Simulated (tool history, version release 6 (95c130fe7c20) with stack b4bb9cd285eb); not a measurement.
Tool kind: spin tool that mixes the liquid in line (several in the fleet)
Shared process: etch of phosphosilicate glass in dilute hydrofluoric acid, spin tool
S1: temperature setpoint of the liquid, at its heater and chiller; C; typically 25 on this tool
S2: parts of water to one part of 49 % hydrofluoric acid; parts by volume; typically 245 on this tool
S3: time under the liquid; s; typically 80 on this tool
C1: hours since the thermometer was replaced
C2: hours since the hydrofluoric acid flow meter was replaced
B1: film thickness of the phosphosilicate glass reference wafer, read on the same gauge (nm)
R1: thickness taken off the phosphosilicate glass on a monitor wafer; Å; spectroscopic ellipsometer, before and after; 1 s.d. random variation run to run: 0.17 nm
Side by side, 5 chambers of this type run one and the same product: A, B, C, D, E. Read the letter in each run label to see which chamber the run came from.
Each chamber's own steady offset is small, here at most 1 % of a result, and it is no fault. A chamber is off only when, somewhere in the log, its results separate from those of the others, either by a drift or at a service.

run,day,S1,S2,S3,C1,C2,B1,R1
1D,0.529,25,245,80,1187.1,328.3,129.99,251.17
2C,0.788,25,245,80,1408.5,1674.4,130.01,253.48
3E,1.171,25,245,80,1411.7,806.5,129.99,248.17
4B,1.521,25,245,80,2355.9,830.9,130,253.64
5A,2.008,25,245,80,1385.1,1230.5,130,249.72
6A,2.279,25,245,80,1391.6,1237,130,250.2
7C,2.571,25,245,80,1451.3,1717.2,129.99,251.04
8D,2.821,25,245,80,1242.1,383.3,130.01,250.26
9B,3.088,25,245,80,2393.5,868.5,130,251.75
10E,3.35,25,245,80,1464,858.8,130.01,252.71
11D,3.867,25,245,80,1267.2,408.4,130,249.04
12A,4.346,25,245,80,1441.2,1286.6,130,252.63
13C,4.783,25,245,80,1504.4,1770.3,130,254.61
14E,5.279,25,245,80,1510.3,905.1,130,250.7
15B,5.517,25,245,80,2451.8,926.8,130.01,250.64
16E,5.879,25,245,80,1524.7,919.5,130.01,255.25
17D,6.225,25,245,80,1323.8,465,130,250.46
18C,6.675,25,245,80,1549.8,1815.7,130.01,255.3
19A,7.192,25,245,80,1509.5,1354.9,129.99,252.85
# day 7.396: chamber C: hydrofluoric acid flow meter replaced
20B,7.429,25,245,80,2497.7,972.7,129.97,251.17
21D,7.667,25,245,80,1358.4,499.6,129.99,253.6
22A,8.104,25,245,80,1531.4,1376.8,130.02,251.88
23C,8.458,25,245,80,1592.6,25.5,129.99,253.77
# day 8.892: chamber C: thermometer replaced
24E,8.946,25,245,80,1598.3,993.1,129.98,252.43
25B,9.467,25,145,80,2546.6,1021.6,129.98,474.36
26E,9.862,25,145,80,1620.3,1015.1,129.99,473.01
27A,10.225,25,145,80,1582.3,1427.7,130.01,470.35
# day 10.229: chamber D: thermometer replaced
28D,10.471,25,145,80,5.9,566.9,130,477.41
29B,10.888,25,145,80,2580.7,1055.7,130.01,465.2
30C,11.346,25,245,80,59,94.8,130.01,251.44
31C,11.629,25,245,110,65.8,101.6,130,345.21
32D,11.917,25,245,110,40.6,601.6,129.99,360.58
33E,12.412,25,245,110,1681.5,1076.3,129.98,350.17
34A,12.862,25,245,110,1645.6,1491,130,347.84
35B,13.362,25,245,110,2640.1,1115.1,130.01,340.83
36E,13.779,25,245,80,1714.3,1109.1,130.01,251.17
37D,14.238,25,315,110,96.3,657.3,130.01,265.91
38A,14.508,25,315,110,1685.1,1530.5,129.99,251.33
# day 14.783: chamber B: thermometer replaced
39B,14.988,25,315,110,4.9,1154.1,130,251
40C,15.338,25,315,110,154.8,190.6,129.97,249.98
41E,15.788,25,315,110,1762.5,1157.3,130,250.15
42D,16.083,25,245,80,140.6,701.6,129.99,267.42

Read the log: is a single chamber off, either drifting away or since a service, is the gauge that measures every chamber drifting, or is nothing wrong beyond small per-chamber offsets? Name any odd chamber and what most likely caused it.

Little by little, chamber D moves away from the other chambers.
Most likely cause: hydrofluoric acid flow above the setpoint (%) = 5.44.

Which of the 4 candidates below, each the usual settings with something changed and its results left as question marks, puts chamber D back in line with what the other chambers give on the usual settings?
In-line tolerance around the mean of the other chambers on the usual settings: R1 5.9 Å
43D-1,16.471,25.5,245,80,,,,?
43D-2,16.471,25,235,80,,,,?
43D-3,16.471,23.5,245,80,,,,?
43D-4,16.471,24.5,245,80,,,,?

Mean of the other chambers on the usual settings: R1 252.04 Å
run,R1
43D-1,273.18
43D-2,282.45
43D-3,254.39
43D-4,263.67
43D-3 brings the chamber back in line.

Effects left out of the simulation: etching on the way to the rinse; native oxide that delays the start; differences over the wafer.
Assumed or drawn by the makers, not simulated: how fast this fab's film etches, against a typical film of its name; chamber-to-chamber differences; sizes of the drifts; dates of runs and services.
